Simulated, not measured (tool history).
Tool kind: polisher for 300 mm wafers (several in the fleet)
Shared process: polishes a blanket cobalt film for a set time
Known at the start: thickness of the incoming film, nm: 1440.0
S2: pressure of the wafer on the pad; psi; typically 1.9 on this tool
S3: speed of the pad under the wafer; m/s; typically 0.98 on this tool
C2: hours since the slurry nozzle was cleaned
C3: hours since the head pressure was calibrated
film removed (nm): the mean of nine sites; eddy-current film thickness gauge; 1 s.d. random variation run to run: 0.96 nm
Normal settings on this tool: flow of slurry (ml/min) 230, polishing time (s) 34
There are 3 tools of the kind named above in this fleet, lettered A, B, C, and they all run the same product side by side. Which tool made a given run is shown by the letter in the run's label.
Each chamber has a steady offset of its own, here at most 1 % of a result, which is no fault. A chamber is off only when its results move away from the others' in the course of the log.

Run 1B, hour 2.3: usual settings; wafers polished on this pad 157; C2 78.1; C3 963.4. Result: film removed (nm) 130.440.
Run 2A, hour 6.4: usual settings; wafers polished on this pad 331; C2 278.2; C3 770.7. Result: film removed (nm) 128.200.
Run 3C, hour 8.7: usual settings; wafers polished on this pad 744; C2 340.8; C3 451.5. Result: film removed (nm) 128.990.
Run 4A, hour 13.3: usual settings; wafers polished on this pad 385; C2 285.1; C3 777.6. Result: film removed (nm) 129.170.
Run 5B, hour 15.9: usual settings; wafers polished on this pad 264; C2 91.7; C3 977.0. Result: film removed (nm) 132.230.
At hour 18.6: chamber A: head pressure recalibrated.
Run 6C, hour 20.4: usual settings; wafers polished on this pad 837; C2 352.5; C3 463.2. Result: film removed (nm) 129.280.
Run 7B, hour 24.8: usual settings; wafers polished on this pad 334; C2 100.6; C3 985.9. Result: film removed (nm) 129.290.
Run 8C, hour 28.0: usual settings but flow of slurry (ml/min) 185, polishing time (s) 43; wafers polished on this pad 896; C2 360.1; C3 470.8. Result: film removed (nm) 158.940.
Run 9A, hour 31.9: usual settings but flow of slurry (ml/min) 185, polishing time (s) 43; wafers polished on this pad 532; C2 303.7; C3 13.3. Result: film removed (nm) 161.050.
Run 10B, hour 36.6: usual settings but flow of slurry (ml/min) 185, polishing time (s) 43; wafers polished on this pad 427; C2 112.4; C3 997.7. Result: film removed (nm) 159.770.
Run 11A, hour 39.0: usual settings; wafers polished on this pad 588; C2 310.8; C3 20.4. Result: film removed (nm) 128.770.
Run 12C, hour 42.6: usual settings; wafers polished on this pad 1011; C2 374.7; C3 485.4. Result: film removed (nm) 125.030.
Run 13B, hour 45.2: usual settings; wafers polished on this pad 495; C2 121.0; C3 1006.3. Result: film removed (nm) 130.650.
Run 14A, hour 50.4: usual settings; wafers polished on this pad 677; C2 322.2; C3 31.8. Result: film removed (nm) 130.900.
Run 15C, hour 53.2: usual settings; wafers polished on this pad 1095; C2 385.3; C3 496.0. Result: film removed (nm) 126.330.
Run 16B, hour 57.0: usual settings but flow of slurry (ml/min) 165, S2 1.4 psi; wafers polished on this pad 588; C2 132.8; C3 1018.1. Result: film removed (nm) 92.459.
Run 17A, hour 60.1: usual settings but flow of slurry (ml/min) 165, S2 1.4 psi; wafers polished on this pad 754; C2 331.9; C3 41.5. Result: film removed (nm) 90.938.
Run 18C, hour 62.5: usual settings but flow of slurry (ml/min) 165, S2 1.4 psi; wafers polished on this pad 1168; C2 394.6; C3 505.3. Result: film removed (nm) 88.994.
Run 19B, hour 66.7: usual settings; wafers polished on this pad 664; C2 142.5; C3 1027.8. Result: film removed (nm) 130.340.
Run 20A, hour 69.2: usual settings; wafers polished on this pad 826; C2 341.0; C3 50.6. Result: film removed (nm) 130.990.
Run 21C, hour 72.6: usual settings; wafers polished on this pad 1248; C2 404.7; C3 515.4. Result: film removed (nm) 123.740.
Run 22B, hour 77.0: usual settings but S2 1.4 psi, polishing time (s) 44; wafers polished on this pad 746; C2 152.8; C3 1038.1. Result: film removed (nm) 124.950.
Run 23C, hour 82.1: usual settings but S2 1.4 psi, polishing time (s) 44; wafers polished on this pad 1323; C2 414.2; C3 524.9. Result: film removed (nm) 117.550.
Run 24A, hour 84.9: usual settings but S2 1.4 psi, polishing time (s) 44; wafers polished on this pad 949; C2 356.7; C3 66.3. Result: film removed (nm) 124.010.
Run 25A, hour 88.7: usual settings; wafers polished on this pad 979; C2 360.5; C3 70.1. Result: film removed (nm) 128.400.
Run 26B, hour 93.5: usual settings; wafers polished on this pad 876; C2 169.3; C3 1054.6. Result: film removed (nm) 130.990.
Run 27C, hour 98.8: usual settings; wafers polished on this pad 1454; C2 430.9; C3 541.6. Result: film removed (nm) 122.680.
Run 28A, hour 102.3: usual settings; wafers polished on this pad 1086; C2 374.1; C3 83.7. Result: film removed (nm) 130.000.
Run 29C, hour 105.9: usual settings; wafers polished on this pad 1510; C2 438.0; C3 548.7. Result: film removed (nm) 120.450.
Run 30B, hour 109.0: usual settings; wafers polished on this pad 998; C2 184.8; C3 1070.1. Result: film removed (nm) 130.100.
Run 31B, hour 114.0: usual settings; wafers polished on this pad 1037; C2 189.8; C3 1075.1. Result: film removed (nm) 130.690.
Run 32A, hour 116.6: usual settings; wafers polished on this pad 1199; C2 388.4; C3 98.0. Result: film removed (nm) 130.890.
Run 33C, hour 119.1: usual settings; wafers polished on this pad 1614; C2 451.2; C3 561.9. Result: film removed (nm) 119.710.
Run 34B, hour 123.0: usual settings; wafers polished on this pad 1108; C2 198.8; C3 1084.1. Result: film removed (nm) 131.410.
Run 35C, hour 126.4: usual settings; wafers polished on this pad 1672; C2 458.5; C3 569.2. Result: film removed (nm) 120.210.
Run 36A, hour 131.1: usual settings; wafers polished on this pad 1313; C2 402.9; C3 112.5. Result: film removed (nm) 129.720.
Run 37B, hour 134.4: usual settings; wafers polished on this pad 1198; C2 210.2; C3 1095.5. Result: film removed (nm) 131.870.
Run 38C, hour 137.7: usual settings; wafers polished on this pad 1761; C2 469.8; C3 580.5. Result: film removed (nm) 118.930.
Run 39A, hour 140.2: usual settings; wafers polished on this pad 1385; C2 412.0; C3 121.6. Result: film removed (nm) 128.400.
Run 40C, hour 145.0: usual settings but S2 2.5 psi, polishing time (s) 26; wafers polished on this pad 1818; C2 477.1; C3 587.8. Result: film removed (nm) 118.610.
At hour 145.5: chamber B: worn pad replaced by a new one.
At hour 148.0: chamber A: worn pad replaced by a new one.
Run 41B, hour 148.5: usual settings but S2 2.5 psi, polishing time (s) 26; wafers polished on this pad 24; C2 224.3; C3 1109.6. Result: film removed (nm) 129.560.
Run 42A, hour 151.3: usual settings but S2 2.5 psi, polishing time (s) 26; wafers polished on this pad 26; C2 423.1; C3 132.7. Result: film removed (nm) 133.050.
Run 43B, hour 155.6: usual settings; wafers polished on this pad 80; C2 231.4; C3 1116.7. Result: film removed (nm) 130.160.
Run 44A, hour 157.9: usual settings; wafers polished on this pad 78; C2 429.7; C3 139.3. Result: film removed (nm) 128.360.

Which is it: a chamber that has drifted or been left off by a service, a gauge drift common to all chambers, or only each chamber's usual small offset? If a chamber is off, name it and its likeliest cause.

Chamber C drifts away from the others.
What lies behind it: removal rate lost through wear of the pad, % = 9.34.
Not necessarily distinguishable in this log from: head's pressure below its setpoint, %.

Which of the 4 candidates below, each the usual settings with something changed and its results left as question marks, puts chamber C back in line with what the other chambers give on the usual settings?
To be in line, a result may differ from the other chambers' mean on the usual settings by at most: film removed (nm) 3.400
Run 45C-1, hour 161.8: usual settings but S2 1.8 psi, S3 0.92 m/s. Result: film removed (nm) ?.
Run 45C-2, hour 161.8: usual settings but S3 1.04 m/s, polishing time (s) 36. Result: film removed (nm) ?.
Run 45C-3, hour 161.8: usual settings but polishing time (s) 28. Result: film removed (nm) ?.
Run 45C-4, hour 161.8: usual settings but S2 2.1 psi, S3 1.06 m/s. Result: film removed (nm) ?.

Mean of the other chambers on the usual settings: film removed (nm) 130.480
  run  film removed (nm)
45C-1            104.170
45C-2            131.690
45C-3             96.477
45C-4            140.050
The answer is 45C-2, which returns the chamber to within the allowed miss of the others.

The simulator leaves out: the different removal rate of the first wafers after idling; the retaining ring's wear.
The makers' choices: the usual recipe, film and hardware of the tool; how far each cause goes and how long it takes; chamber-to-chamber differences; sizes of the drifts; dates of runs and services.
